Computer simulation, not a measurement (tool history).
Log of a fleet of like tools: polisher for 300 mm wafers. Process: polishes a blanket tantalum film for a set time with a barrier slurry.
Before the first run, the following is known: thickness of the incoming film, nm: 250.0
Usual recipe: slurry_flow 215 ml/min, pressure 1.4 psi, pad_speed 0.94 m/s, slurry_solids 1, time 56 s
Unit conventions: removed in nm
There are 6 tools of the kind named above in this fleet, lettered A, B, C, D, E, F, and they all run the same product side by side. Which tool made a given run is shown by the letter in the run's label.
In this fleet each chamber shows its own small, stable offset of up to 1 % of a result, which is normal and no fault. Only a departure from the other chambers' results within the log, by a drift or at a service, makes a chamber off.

run   hour  slurry_flow  pressure  pad_speed  slurry_solids  time  wafers polished on this pad  hours since the slurry nozzle was cleaned  hours since the head pressure was calibrated  hours since the slurry blender was calibrated  removed
       2.5  -- chamber F: slurry blender recalibrated
 1E    3.9          215       1.4       0.94              1    56                          617                                      168.9                                          49.3                                           23.3   52.508
 2F    8.7          215       1.4       0.94              1    56                          963                                      519.7                                         500.1                                            6.3   52.959
       9.7  -- chamber C: worn pad replaced by a new one
 3D   13.7          215       1.4       0.94              1    56                          537                                      364.8                                         285.3                                           88.9   52.561
        15  -- chamber E: worn pad replaced by a new one
      17.8  -- chamber C: slurry blender recalibrated
 4C     18          215       1.4       0.94              1    56                           89                                      248.1                                         741.7                                            0.3   51.708
      19.9  -- chamber F: worn pad replaced by a new one
 5B   22.4          215       1.4       0.94              1    56                          387                                      329.2                                         561.8                                          234.1   51.947
 6A   26.5          215       1.4       0.94              1    56                          399                                      719.3                                            45                                          327.2   51.247
      26.9  -- chamber D: worn pad replaced by a new one
      28.3  -- chamber D: slurry nozzle cleaned
 7A   30.2          215       1.4       0.94              1    56                          439                                        723                                          48.7                                          330.9   52.125
 8C   35.3          215       1.8       1.18              1    56                          273                                      265.4                                           759                                           17.6   83.495
      39.3  -- chamber B: worn pad replaced by a new one
 9F   40.7          215       1.8       1.18              1    56                          221                                      551.7                                         532.1                                           38.3   84.867
10B   45.9          215       1.8       1.18              1    56                           70                                      352.7                                         585.3                                          257.6   84.256
11E   51.7          215       1.8       1.18              1    56                          390                                      216.7                                          97.1                                           71.1   84.544
12D   55.7          215       1.8       1.18              1    56                          307                                       27.4                                         327.3                                          130.9   85.177
13D   61.4          215       1.8       1.18              1    56                          367                                       33.1                                           333                                          136.6   86.004
      62.2  -- chamber C: worn pad replaced by a new one
      65.2  -- chamber F: head pressure recalibrated
14C   65.8          215       1.4       0.94              1    56                           38                                      295.9                                         789.5                                           48.1   53.166
      67.8  -- chamber A: worn pad replaced by a new one
15A   68.5          215       1.4       0.94              1    56                            8                                      761.3                                            87                                          369.2   52.108
      72.3  -- chamber E: worn pad replaced by a new one
16E   72.3          215       1.1       0.94           1.15    56                            0                                      237.3                                         117.7                                           91.7   42.206
17F   78.2          215       1.1       0.94           1.15    56                          620                                      589.2                                          13.1                                           75.8   45.619
      80.8  -- chamber F: slurry nozzle cleaned
18B   83.5          215       1.1       0.94           1.15    56                          470                                      390.3                                         622.9                                          295.2   42.467
19F   87.6          215       1.1       0.94           1.15    56                          720                                        6.8                                          22.5                                           85.2   45.397
20B   91.3          215       1.1       0.94           1.15    56                          553                                      398.1                                         630.7                                            303   43.028
21A   95.2          215       1.1       0.94           1.15    56                          292                                        788                                         113.7                                          395.9   41.882
22D   98.3          215       1.4       0.94              1    56                          760                                         70                                         369.9                                          173.5   52.787
      98.4  -- chamber C: slurry nozzle cleaned
23E  101.8          215       1.4       0.94              1    56                          314                                      266.8                                         147.2                                          121.2   52.167
     102.5  -- chamber B: worn pad replaced by a new one
24C  105.5          215       1.4       0.66              1    56                          460                                        7.2                                         829.2                                           87.8   36.199
     108.4  -- chamber D: worn pad replaced by a new one
25B  109.6          215       1.4       0.66              1    56                           76                                      416.4                                           649                                          321.3   36.461
     113.8  -- chamber F: worn pad replaced by a new one
     115.3  -- chamber C: head pressure recalibrated
26C  115.4          215       1.4       0.66              1    56                          566                                       17.1                                           0.1                                           97.7    36.22
27F  118.2          215       1.4       0.66              1    56                           47                                       37.4                                          53.1                                          115.8   38.543
28D  123.3          215       1.4       0.66              1    56                          159                                         95                                         394.9                                          198.5   37.473
     124.1  -- chamber C: worn pad replaced by a new one
29E  126.8          215       1.4       0.66              1    56                          580                                      291.8                                         172.2                                          146.2   36.343
30A  130.4          215       1.4       0.94              1    56                          666                                      823.2                                         148.9                                          431.1   51.378
31F  134.8          215       1.4       0.94              1    56                          223                                         54                                          69.7                                          132.4    55.03
     136.6  -- chamber A: slurry blender recalibrated
     137.7  -- chamber E: worn pad replaced by a new one
32C  138.5          215       1.4       0.94              1    56                          153                                       40.2                                          23.2                                          120.8   50.919
33B  141.5          215       1.4       0.94              1    56                          415                                      448.3                                         680.9                                          353.2   51.277
     144.4  -- chamber D: slurry blender recalibrated
34D  144.9          215       1.4       0.94              1    56                          389                                      116.6                                         416.5                                            0.6   52.481
35E  149.5          215       1.4       1.12              1    56                          126                                      314.5                                         194.9                                          168.9   61.729
     150.5  -- chamber A: worn pad replaced by a new one
36A  152.6          215       1.4       1.12              1    56                           23                                      845.4                                         171.1                                           16.1   61.705
37C    156          215       1.4       1.12              1    56                          339                                       57.7                                          40.7                                          138.3   61.601

Decide between three cases: one chamber stands off from its peers, the gauge reading all wafers drifts, or nothing is wrong past each chamber's small offset. Where a chamber is off, say which and what most likely put it there.

After it was serviced, chamber F no longer matches the other chambers.
Cause: head's pressure above its setpoint, % = 6.09.

Here are 4 candidates for chamber F's next run, each the usual settings with a change, their results left as question marks. Which one brings its results back in line with what the others give on the usual settings?
Maximum distance from the other chambers' mean on the usual settings for a result to count as in line: removed 1.6 nm
38F-1  160.3          215       1.5       0.94              1    59                                                                                                                                                                             ?
38F-2  160.3          215       1.4       0.92              1    54                                                                                                                                                                             ?
38F-3  160.3          215       1.4       0.94              1    59                                                                                                                                                                             ?
38F-4  160.3          215       1.4       0.88              1    53                                                                                                                                                                             ?

On the usual settings, the other chambers give on average: removed 52.205 nm
  run  removed
38F-1   63.132
38F-2   52.719
38F-3    58.87
38F-4   49.463
With 38F-2, the chamber falls back in line with the rest.
